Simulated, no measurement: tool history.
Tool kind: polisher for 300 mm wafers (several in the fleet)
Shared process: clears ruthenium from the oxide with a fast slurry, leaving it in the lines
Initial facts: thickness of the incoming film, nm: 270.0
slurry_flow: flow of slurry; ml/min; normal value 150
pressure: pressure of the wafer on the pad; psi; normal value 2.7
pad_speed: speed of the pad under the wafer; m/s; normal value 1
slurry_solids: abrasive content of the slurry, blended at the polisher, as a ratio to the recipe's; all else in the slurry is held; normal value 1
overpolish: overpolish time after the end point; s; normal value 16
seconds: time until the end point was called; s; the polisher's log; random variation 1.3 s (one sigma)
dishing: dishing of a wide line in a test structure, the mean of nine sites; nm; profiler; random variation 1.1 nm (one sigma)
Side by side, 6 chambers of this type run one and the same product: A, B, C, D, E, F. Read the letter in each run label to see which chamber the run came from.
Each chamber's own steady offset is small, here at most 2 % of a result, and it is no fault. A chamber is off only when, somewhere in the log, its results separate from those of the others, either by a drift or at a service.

run,hour,slurry_flow,pressure,pad_speed,slurry_solids,overpolish,seconds,dishing
# hour 3: chamber D: worn pad replaced by a new one
1E,8.1,150,2.7,1,1,16,78.305,47.699
# hour 12: chamber E: worn pad replaced by a new one
2F,13.9,150,2.7,1,1,16,76.177,47.321
# hour 18.6: chamber C: worn pad replaced by a new one
3A,24.1,150,2.7,1,1,16,76.767,46.013
# hour 26.1: chamber A: slurry nozzle cleaned
4C,31.2,150,2.7,1,1,16,78.245,46.561
5D,37.7,135,3,1,1,16,70.701,50.654
6B,44,135,3,1,1,16,70.954,49.126
7D,54.2,135,3,1,1,16,69.679,50.256
# hour 57.1: chamber D: slurry blender recalibrated
8E,62.4,135,3,1,1,16,70.603,51.937
# hour 64.1: chamber B: worn pad replaced by a new one
# hour 67: chamber A: slurry blender recalibrated
9F,69.7,135,3,1,1,16,68.556,49.412
10A,75.5,135,3,1,1,16,69.274,49.941
# hour 79.4: chamber F: slurry blender recalibrated
11C,86.1,150,2.7,1,1,16,77.972,46.325
12B,92.7,150,2.7,0.82,1,16,90.618,38.726
13A,99.6,150,2.7,0.82,1,16,90.355,38.915
# hour 105.3: chamber F: worn pad replaced by a new one
14F,105.8,150,2.7,0.82,1,16,89.292,40.267
# hour 110.2: chamber E: head pressure recalibrated
15D,111,150,2.7,0.82,1,16,89.935,38.497
# hour 112.6: chamber E: worn pad replaced by a new one
16B,118,150,2.7,0.82,1,16,94.09,39.645
# hour 120.3: chamber D: slurry nozzle cleaned
# hour 127.3: chamber F: slurry nozzle cleaned
17C,128.8,150,2.7,0.82,1,16,91.54,39.251
# hour 130.5: chamber A: worn pad replaced by a new one
18E,138.5,150,2.7,1,1,16,77.099,48.346
# hour 144.2: chamber F: head pressure recalibrated
19D,149.5,150,2.7,1,1,16,75.414,47.121
20E,159.4,150,2.7,1,1,16,79.13,45.466
# hour 162.9: chamber C: slurry nozzle cleaned
21B,166.3,175,2.7,1,1,16,74.794,47.213
22F,176.2,175,2.7,1,1,16,73.425,45.383
# hour 178.5: chamber F: slurry blender recalibrated
# hour 181.9: chamber D: slurry blender recalibrated
23A,184.9,175,2.7,1,1,16,72.487,48.245
24C,190.5,175,2.7,1,1,16,73.926,47.266
25E,200.7,175,2.7,1,1,16,80.579,45.87
# hour 206.1: chamber C: worn pad replaced by a new one
# hour 206.3: chamber D: worn pad replaced by a new one
26B,208.7,175,2.7,1,1,16,74.843,47.096
# hour 209.7: chamber E: worn pad replaced by a new one
27D,218,150,2.7,1,1,16,77.19,45.967
28F,226.6,150,2.7,1,1,16,76.55,45.705
# hour 230.2: chamber B: slurry blender recalibrated
29C,237,150,2.7,1,1,16,75.125,46.393
# hour 243.6: chamber F: worn pad replaced by a new one
30A,247.3,190,2.7,1,1,7,73.986,21.266
# hour 248.2: chamber C: slurry blender recalibrated
# hour 251: chamber B: worn pad replaced by a new one
31C,257.3,190,2.7,1,1,7,72.812,22.281
32F,263.6,190,2.7,1,1,7,73.602,22.494
33B,272.1,190,2.7,1,1,7,72.768,22.933
34D,282.7,190,2.7,1,1,7,73.392,21.338
35E,293.5,190,2.7,1,1,7,81.895,19.388
# hour 303.2: chamber A: worn pad replaced by a new one
36A,304.3,150,2.7,1,1,16,75.364,48.286

Next, all 6 chambers run the settings below, one line each with question marks for the results. What does each chamber give?
37A,312.2,150,2.4,1,1,16,?,?
37B,312.2,150,2.4,1,1,16,?,?
37C,312.2,150,2.4,1,1,16,?,?
37D,312.2,150,2.4,1,1,16,?,?
37E,312.2,150,2.4,1,1,16,?,?
37F,312.2,150,2.4,1,1,16,?,?

run,seconds,dishing
37A,84.666,41.554
37B,86.033,41.862
37C,85.181,42.37
37D,83.206,41.923
37E,100.49,37.316
37F,83.697,41.822

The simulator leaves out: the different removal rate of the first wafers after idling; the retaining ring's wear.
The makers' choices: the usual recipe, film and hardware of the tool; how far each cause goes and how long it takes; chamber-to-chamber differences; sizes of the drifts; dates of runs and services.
